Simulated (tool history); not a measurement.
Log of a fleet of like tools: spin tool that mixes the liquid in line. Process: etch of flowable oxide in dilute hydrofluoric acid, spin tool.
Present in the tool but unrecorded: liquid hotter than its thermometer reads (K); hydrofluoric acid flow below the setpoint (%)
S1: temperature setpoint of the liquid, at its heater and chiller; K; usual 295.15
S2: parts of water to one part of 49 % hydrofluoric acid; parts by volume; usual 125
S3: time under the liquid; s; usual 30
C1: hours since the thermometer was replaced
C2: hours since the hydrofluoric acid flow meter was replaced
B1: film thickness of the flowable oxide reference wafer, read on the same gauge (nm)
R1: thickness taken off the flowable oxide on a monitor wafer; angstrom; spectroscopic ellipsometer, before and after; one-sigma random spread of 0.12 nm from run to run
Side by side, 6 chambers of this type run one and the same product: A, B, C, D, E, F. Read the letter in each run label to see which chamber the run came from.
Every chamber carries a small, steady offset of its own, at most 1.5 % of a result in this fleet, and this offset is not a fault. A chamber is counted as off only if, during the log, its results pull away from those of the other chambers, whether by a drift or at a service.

{"run": "1B", "hour": 10.6, "S1": 295.15, "S2": 125, "S3": 30, "C1": 1689.2, "C2": 151.1, "B1": 140.0, "R1": 124.13}
{"run": "2F", "hour": 20.9, "S1": 295.15, "S2": 125, "S3": 30, "C1": 1181.5, "C2": 678.9, "B1": 140.02, "R1": 120.68}
{"run": "3E", "hour": 27.3, "S1": 295.15, "S2": 125, "S3": 30, "C1": 290.3, "C2": 160.5, "B1": 140.0, "R1": 125.07}
{"hour": 37.0, "done": "chamber A: hydrofluoric acid flow meter replaced"}
{"run": "4A", "hour": 40.0, "S1": 295.15, "S2": 125, "S3": 30, "C1": 635.3, "C2": 3.1, "B1": 140.01, "R1": 123.04}
{"run": "5D", "hour": 52.1, "S1": 295.15, "S2": 125, "S3": 30, "C1": 799.6, "C2": 608.6, "B1": 140.03, "R1": 123.05}
{"run": "6C", "hour": 59.7, "S1": 295.15, "S2": 125, "S3": 30, "C1": 449.0, "C2": 183.6, "B1": 140.01, "R1": 125.1}
{"run": "7A", "hour": 66.4, "S1": 295.15, "S2": 125, "S3": 30, "C1": 661.7, "C2": 29.5, "B1": 140.05, "R1": 122.58}
{"run": "8B", "hour": 75.1, "S1": 295.15, "S2": 125, "S3": 30, "C1": 1753.7, "C2": 215.6, "B1": 139.95, "R1": 123.19}
{"run": "9C", "hour": 82.7, "S1": 295.15, "S2": 125, "S3": 30, "C1": 472.0, "C2": 206.6, "B1": 140.01, "R1": 125.54}
{"run": "10F", "hour": 92.0, "S1": 295.15, "S2": 125, "S3": 30, "C1": 1252.6, "C2": 750.0, "B1": 139.99, "R1": 122.66}
{"run": "11E", "hour": 102.9, "S1": 295.15, "S2": 125, "S3": 30, "C1": 365.9, "C2": 236.1, "B1": 139.99, "R1": 124.79}
{"run": "12D", "hour": 111.0, "S1": 295.15, "S2": 125, "S3": 30, "C1": 858.5, "C2": 667.5, "B1": 139.97, "R1": 124.78}
{"run": "13F", "hour": 124.2, "S1": 295.15, "S2": 125, "S3": 30, "C1": 1284.8, "C2": 782.2, "B1": 140.02, "R1": 123.88}
{"run": "14B", "hour": 130.4, "S1": 295.15, "S2": 125, "S3": 30, "C1": 1809.0, "C2": 270.9, "B1": 140.01, "R1": 125.55}
{"run": "15C", "hour": 143.2, "S1": 295.15, "S2": 125, "S3": 30, "C1": 532.5, "C2": 267.1, "B1": 139.98, "R1": 123.21}
{"run": "16D", "hour": 154.6, "S1": 295.15, "S2": 125, "S3": 30, "C1": 902.1, "C2": 711.1, "B1": 140.0, "R1": 123.94}
{"run": "17A", "hour": 162.6, "S1": 297.65, "S2": 125, "S3": 25, "C1": 757.9, "C2": 125.7, "B1": 140.01, "R1": 113.38}
{"run": "18E", "hour": 175.8, "S1": 297.65, "S2": 125, "S3": 25, "C1": 438.8, "C2": 309.0, "B1": 139.98, "R1": 111.87}
{"run": "19A", "hour": 184.2, "S1": 297.65, "S2": 125, "S3": 25, "C1": 779.5, "C2": 147.3, "B1": 140.01, "R1": 112.27}
{"run": "20C", "hour": 196.8, "S1": 297.65, "S2": 125, "S3": 25, "C1": 586.1, "C2": 320.7, "B1": 140.01, "R1": 114.33}
{"run": "21B", "hour": 206.4, "S1": 297.65, "S2": 125, "S3": 25, "C1": 1885.0, "C2": 346.9, "B1": 140.0, "R1": 113.34}
{"run": "22F", "hour": 216.2, "S1": 297.65, "S2": 125, "S3": 25, "C1": 1376.8, "C2": 874.2, "B1": 140.0, "R1": 113.46}
{"hour": 220.0, "done": "chamber C: thermometer replaced"}
{"run": "23E", "hour": 227.2, "S1": 295.15, "S2": 125, "S3": 45, "C1": 490.2, "C2": 360.4, "B1": 140.0, "R1": 183.18}
{"hour": 228.7, "done": "chamber E: thermometer replaced"}
{"run": "24D", "hour": 239.3, "S1": 295.15, "S2": 125, "S3": 45, "C1": 986.8, "C2": 795.8, "B1": 140.03, "R1": 184.38}
{"run": "25C", "hour": 251.2, "S1": 295.15, "S2": 125, "S3": 45, "C1": 31.3, "C2": 375.1, "B1": 140.02, "R1": 188.83}
{"run": "26B", "hour": 264.1, "S1": 295.15, "S2": 125, "S3": 45, "C1": 1942.7, "C2": 404.6, "B1": 140.01, "R1": 184.24}
{"run": "27D", "hour": 271.4, "S1": 295.15, "S2": 125, "S3": 45, "C1": 1018.9, "C2": 827.9, "B1": 140.02, "R1": 187.45}
{"run": "28F", "hour": 281.0, "S1": 295.15, "S2": 125, "S3": 45, "C1": 1441.6, "C2": 939.0, "B1": 140.0, "R1": 186.18}
{"run": "29A", "hour": 288.8, "S1": 295.15, "S2": 125, "S3": 30, "C1": 884.1, "C2": 251.9, "B1": 140.01, "R1": 122.23}
{"run": "30E", "hour": 301.0, "S1": 295.15, "S2": 125, "S3": 30, "C1": 72.3, "C2": 434.2, "B1": 140.01, "R1": 115.43}
{"run": "31D", "hour": 311.6, "S1": 295.15, "S2": 125, "S3": 30, "C1": 1059.1, "C2": 868.1, "B1": 140.01, "R1": 123.3}
{"run": "32C", "hour": 323.0, "S1": 295.15, "S2": 125, "S3": 30, "C1": 103.1, "C2": 446.9, "B1": 140.03, "R1": 123.17}
{"run": "33A", "hour": 330.9, "S1": 295.15, "S2": 125, "S3": 30, "C1": 926.2, "C2": 294.0, "B1": 139.99, "R1": 123.03}
{"run": "34E", "hour": 339.3, "S1": 295.15, "S2": 125, "S3": 30, "C1": 110.6, "C2": 472.5, "B1": 139.96, "R1": 114.79}
{"run": "35B", "hour": 347.4, "S1": 295.15, "S2": 125, "S3": 30, "C1": 2026.0, "C2": 487.9, "B1": 140.0, "R1": 124.88}
{"run": "36F", "hour": 357.8, "S1": 295.15, "S2": 160, "S3": 30, "C1": 1518.4, "C2": 1015.8, "B1": 140.02, "R1": 93.321}
{"run": "37A", "hour": 370.1, "S1": 295.15, "S2": 160, "S3": 30, "C1": 965.4, "C2": 333.2, "B1": 139.98, "R1": 92.556}
{"run": "38C", "hour": 377.0, "S1": 295.15, "S2": 160, "S3": 30, "C1": 157.1, "C2": 500.9, "B1": 140.03, "R1": 92.504}
{"run": "39F", "hour": 386.1, "S1": 295.15, "S2": 160, "S3": 30, "C1": 1546.7, "C2": 1044.1, "B1": 140.0, "R1": 91.686}

Predict what each chamber gives when all 6 of them run the settings below next.
{"run": "40A", "hour": 395.6, "S1": 295.15, "S2": 85, "S3": 30, "R1": "?"}
{"run": "40B", "hour": 395.6, "S1": 295.15, "S2": 85, "S3": 30, "R1": "?"}
{"run": "40C", "hour": 395.6, "S1": 295.15, "S2": 85, "S3": 30, "R1": "?"}
{"run": "40D", "hour": 395.6, "S1": 295.15, "S2": 85, "S3": 30, "R1": "?"}
{"run": "40E", "hour": 395.6, "S1": 295.15, "S2": 85, "S3": 30, "R1": "?"}
{"run": "40F", "hour": 395.6, "S1": 295.15, "S2": 85, "S3": 30, "R1": "?"}

run=40A R1=192.950
run=40B R1=190.900
run=40C R1=192.150
run=40D R1=193.820
run=40E R1=169.730
run=40F R1=188.340

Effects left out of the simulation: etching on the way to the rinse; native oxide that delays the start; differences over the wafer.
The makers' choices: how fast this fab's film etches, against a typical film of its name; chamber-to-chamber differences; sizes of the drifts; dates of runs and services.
